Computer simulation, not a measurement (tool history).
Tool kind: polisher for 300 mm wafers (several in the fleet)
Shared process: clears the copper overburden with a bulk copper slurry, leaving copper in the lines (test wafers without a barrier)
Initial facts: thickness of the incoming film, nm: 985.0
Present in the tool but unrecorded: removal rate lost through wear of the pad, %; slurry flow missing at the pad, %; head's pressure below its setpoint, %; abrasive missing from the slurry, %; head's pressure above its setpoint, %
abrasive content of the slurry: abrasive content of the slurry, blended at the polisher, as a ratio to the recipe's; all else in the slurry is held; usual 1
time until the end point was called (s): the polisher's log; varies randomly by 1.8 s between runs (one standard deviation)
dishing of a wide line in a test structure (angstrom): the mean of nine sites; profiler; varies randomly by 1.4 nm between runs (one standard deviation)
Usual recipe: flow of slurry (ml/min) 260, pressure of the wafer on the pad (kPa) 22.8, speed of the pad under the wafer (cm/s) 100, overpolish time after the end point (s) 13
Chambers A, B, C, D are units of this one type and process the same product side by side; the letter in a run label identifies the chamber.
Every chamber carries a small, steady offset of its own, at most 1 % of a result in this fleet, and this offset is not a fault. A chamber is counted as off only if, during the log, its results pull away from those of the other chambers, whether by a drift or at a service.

run	hour	flow of slurry (ml/min)	pressure of the wafer on the pad (kPa)	speed of the pad under the wafer (cm/s)	abrasive content of the slurry	overpolish time after the end point (s)	wafers polished on this pad	hours since the slurry nozzle was cleaned	hours since the head pressure was calibrated	hours since the slurry blender was calibrated	time until the end point was called (s)	dishing of a wide line in a test structure (angstrom)
1B	3.8	260	22.8	100	1	13	119	333.1	835.2	239.2	109.320	711.31
2A	9.2	260	22.8	100	1	13	1428	223.9	509.9	104.3	109.410	707.90
# hour 10.6: chamber A: worn pad replaced by a new one
3C	13.9	260	22.8	100	1	13	308	270.2	282.6	559.4	107.580	738.35
# hour 15.0: chamber C: slurry blender recalibrated
4D	18.7	260	22.8	100	1	13	653	342.5	731.0	87.1	112.650	713.12
# hour 20.2: chamber D: slurry blender recalibrated
5A	21.7	260	22.8	100	1	13	62	236.4	522.4	116.8	106.420	725.18
# hour 24.2: chamber D: worn pad replaced by a new one
6C	24.5	260	22.8	100	1	13	367	280.8	293.2	9.6	108.110	691.37
# hour 26.1: chamber A: slurry blender recalibrated
7D	27.6	260	22.8	100	1	13	19	351.4	739.9	7.5	109.470	738.04
8B	30.2	260	16.5	118	1	13	266	359.5	861.6	265.6	128.630	620.18
9A	34.4	260	16.5	118	1	13	133	249.1	535.1	8.4	127.150	615.92
10C	37.3	260	16.5	118	1	13	439	293.6	306.0	22.4	126.420	643.50
11D	40.1	260	16.5	118	1	13	89	363.9	752.4	20.0	131.750	614.59
12B	43.8	260	22.8	100	1	13	342	373.1	875.2	279.2	107.980	721.68
13C	47.6	260	22.8	100	1	13	496	303.9	316.3	32.7	112.780	728.55
14B	50.6	260	22.8	100	1	13	380	379.9	882.0	286.0	109.740	688.01
15A	53.3	260	22.8	100	1	13	238	268.0	554.0	27.3	109.050	759.34
# hour 56.7: chamber B: slurry blender recalibrated
16D	56.7	260	22.8	114	1	13	182	380.5	769.0	36.6	99.124	777.18
17D	62.1	260	22.8	114	1	13	212	385.9	774.4	42.0	97.839	755.08
18A	65.3	260	22.8	114	1	13	305	280.0	566.0	39.3	95.056	806.09
19B	70.2	260	22.8	114	1	13	490	399.5	901.6	13.6	97.443	811.50
# hour 73.5: chamber C: worn pad replaced by a new one
20C	73.7	260	22.8	100	1	13	1	330.0	342.4	58.8	106.850	717.22
21C	76.8	260	22.8	100	1	13	18	333.1	345.5	61.9	108.690	710.60
22D	79.5	260	22.8	100	1	13	309	403.3	791.8	59.4	118.870	679.23
23B	82.0	260	22.8	100	1	13	555	411.3	913.4	25.4	107.350	745.66
24A	85.0	260	22.8	100	1	13	416	299.7	585.7	59.0	110.040	717.55
25D	90.1	260	22.8	100	1	13	368	413.9	802.4	70.0	124.310	673.67
# hour 91.4: chamber A: head pressure recalibrated
26B	95.2	260	22.8	100	1	13	629	424.5	926.6	38.6	107.990	734.14
27A	99.9	260	22.8	100	1	13	499	314.6	8.6	73.9	108.200	710.04
28C	104.6	260	22.8	100	1	9	173	360.9	373.3	89.7	105.870	551.67
29D	107.8	260	22.8	100	1	9	467	431.6	820.1	87.7	122.620	494.81
30B	110.2	260	22.8	100	1	9	713	439.5	941.6	53.6	108.700	529.69
31A	114.0	260	22.8	100	1	9	578	328.7	22.7	88.0	107.020	551.35
32C	117.3	260	22.8	100	1	13	244	373.6	386.0	102.4	107.980	725.46

Does one chamber stand apart from the rest, does the shared gauge drift, or is all well apart from small per-chamber offsets? Give the chamber and the most likely cause, where there is one.

It is chamber D that slowly wanders off from its peers.
Most likely cause: head's pressure below its setpoint, % = 12.1.

Chamber D could run next with any of the 4 candidate recipes listed below; each alters the usual settings, and their results appear as question marks. Which one brings its results back in line with what the other chambers deliver on the usual settings?
In line means no further than this from the other chambers' mean on the usual settings: time until the end point was called (s) 6.300; dishing of a wide line in a test structure (angstrom) 51.00
33D-1	121.2	260	21.4	92	1	13					?	?
33D-2	121.2	265	26.2	114	1	13					?	?
33D-3	121.2	260	24.1	108	1	13					?	?
33D-4	121.2	255	20.0	88	1	13					?	?

On the usual settings, the other chambers give on average: time until the end point was called (s) 108.450; dishing of a wide line in a test structure (angstrom) 724.88
run	time until the end point was called (s)	dishing of a wide line in a test structure (angstrom)
33D-1	145.850	570.69
33D-2	95.901	798.49
33D-3	110.140	715.85
33D-4	163.350	518.42
Change 33D-3 lands the chamber within the allowed miss of the other chambers.

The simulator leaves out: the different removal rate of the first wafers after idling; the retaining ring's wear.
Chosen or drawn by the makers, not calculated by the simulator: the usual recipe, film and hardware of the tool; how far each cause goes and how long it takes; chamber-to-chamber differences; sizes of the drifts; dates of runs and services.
